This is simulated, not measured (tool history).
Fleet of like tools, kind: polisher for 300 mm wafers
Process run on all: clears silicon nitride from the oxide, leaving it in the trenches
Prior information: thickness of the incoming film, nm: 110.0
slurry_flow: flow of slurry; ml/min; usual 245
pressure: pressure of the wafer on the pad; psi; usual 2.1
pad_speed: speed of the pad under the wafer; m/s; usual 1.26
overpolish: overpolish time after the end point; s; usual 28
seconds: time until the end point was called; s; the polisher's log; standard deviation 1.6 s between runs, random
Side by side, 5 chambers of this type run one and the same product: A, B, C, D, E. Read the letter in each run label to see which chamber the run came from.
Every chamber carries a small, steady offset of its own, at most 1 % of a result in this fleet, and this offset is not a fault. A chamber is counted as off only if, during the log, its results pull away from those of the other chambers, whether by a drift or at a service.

run 1D hour=8.2 | slurry_flow=245 pressure=2.1 pad_speed=1.26 overpolish=28 | seconds=116.51
run 2A hour=15 | slurry_flow=245 pressure=2.1 pad_speed=1.26 overpolish=28 | seconds=118.49
run 3C hour=22.8 | slurry_flow=245 pressure=2.1 pad_speed=1.26 overpolish=28 | seconds=117.47
run 4B hour=27.2 | slurry_flow=245 pressure=2.1 pad_speed=1.26 overpolish=28 | seconds=116.15
run 5E hour=34 | slurry_flow=245 pressure=2.1 pad_speed=1.26 overpolish=28 | seconds=116.38
-- hour=34.7 chamber C: head pressure recalibrated
-- hour=36.1 chamber E: worn pad replaced by a new one
-- hour=36.7 chamber C: worn pad replaced by a new one
run 6C hour=42.6 | slurry_flow=245 pressure=2.1 pad_speed=1.26 overpolish=28 | seconds=118.69
run 7E hour=49 | slurry_flow=245 pressure=2.1 pad_speed=1.26 overpolish=28 | seconds=117.15
run 8A hour=54.5 | slurry_flow=245 pressure=2.1 pad_speed=1.26 overpolish=28 | seconds=117.16
run 9B hour=59.4 | slurry_flow=245 pressure=2.1 pad_speed=1.26 overpolish=28 | seconds=116.41
run 10D hour=67.4 | slurry_flow=195 pressure=2.1 pad_speed=0.94 overpolish=28 | seconds=163.54
run 11B hour=71.6 | slurry_flow=195 pressure=2.1 pad_speed=0.94 overpolish=28 | seconds=164.22
run 12E hour=77.1 | slurry_flow=195 pressure=2.1 pad_speed=0.94 overpolish=28 | seconds=160.29
run 13A hour=84 | slurry_flow=195 pressure=2.1 pad_speed=0.94 overpolish=28 | seconds=164.57
-- hour=88.1 chamber D: worn pad replaced by a new one
run 14C hour=90.5 | slurry_flow=195 pressure=2.1 pad_speed=0.94 overpolish=28 | seconds=162.38
run 15D hour=98.2 | slurry_flow=245 pressure=2.1 pad_speed=1.26 overpolish=28 | seconds=118.5
run 16E hour=102.8 | slurry_flow=245 pressure=2.1 pad_speed=1.26 overpolish=28 | seconds=119.34
run 17D hour=108.2 | slurry_flow=245 pressure=2.1 pad_speed=1.26 overpolish=28 | seconds=117.18
run 18B hour=116.9 | slurry_flow=245 pressure=2.1 pad_speed=1.26 overpolish=28 | seconds=119.91
run 19C hour=125.5 | slurry_flow=245 pressure=2.1 pad_speed=1.26 overpolish=28 | seconds=118.98
run 20A hour=130.2 | slurry_flow=245 pressure=2.1 pad_speed=1.26 overpolish=28 | seconds=117.6
run 21E hour=136 | slurry_flow=245 pressure=2.1 pad_speed=1.26 overpolish=28 | seconds=115.46
run 22D hour=141.6 | slurry_flow=245 pressure=2.1 pad_speed=1.26 overpolish=28 | seconds=115.74
run 23B hour=146.4 | slurry_flow=245 pressure=2.1 pad_speed=1.26 overpolish=28 | seconds=116.75
run 24C hour=151 | slurry_flow=245 pressure=2.1 pad_speed=1.26 overpolish=28 | seconds=119.38
run 25A hour=159.7 | slurry_flow=245 pressure=2.1 pad_speed=1.26 overpolish=28 | seconds=121.23
run 26A hour=165.9 | slurry_flow=245 pressure=2.1 pad_speed=1.26 overpolish=28 | seconds=115.35
-- hour=166.1 chamber B: worn pad replaced by a new one
run 27E hour=174.1 | slurry_flow=245 pressure=2.1 pad_speed=1.26 overpolish=28 | seconds=117.44
run 28C hour=181.7 | slurry_flow=245 pressure=2.1 pad_speed=1.26 overpolish=28 | seconds=117.72
run 29D hour=189.6 | slurry_flow=245 pressure=2.1 pad_speed=1.26 overpolish=28 | seconds=118.4
-- hour=192.6 chamber E: head pressure recalibrated
run 30B hour=194.4 | slurry_flow=245 pressure=2.1 pad_speed=1.26 overpolish=28 | seconds=118.37
-- hour=195.5 chamber C: worn pad replaced by a new one
-- hour=198.4 chamber D: head pressure recalibrated
-- hour=198.7 chamber E: worn pad replaced by a new one
run 31B hour=200.2 | slurry_flow=245 pressure=2.1 pad_speed=1.26 overpolish=28 | seconds=117.81
run 32E hour=207.5 | slurry_flow=245 pressure=2.1 pad_speed=1.26 overpolish=28 | seconds=117.33
-- hour=209.6 chamber A: worn pad replaced by a new one
run 33C hour=215.1 | slurry_flow=245 pressure=2.1 pad_speed=1.26 overpolish=28 | seconds=116.5
-- hour=218.2 chamber D: worn pad replaced by a new one
run 34D hour=220.1 | slurry_flow=245 pressure=2.1 pad_speed=1.26 overpolish=28 | seconds=119.32
run 35A hour=225.6 | slurry_flow=245 pressure=2.1 pad_speed=1.26 overpolish=28 | seconds=119.39
run 36A hour=233.3 | slurry_flow=245 pressure=2.1 pad_speed=1.26 overpolish=28 | seconds=117.76

Does one chamber stand apart from the rest, does the shared gauge drift, or is all well apart from small per-chamber offsets? Give the chamber and the most likely cause, where there is one.

All chambers stay in line apart from their small fixed offsets, and the gauge does not drift.
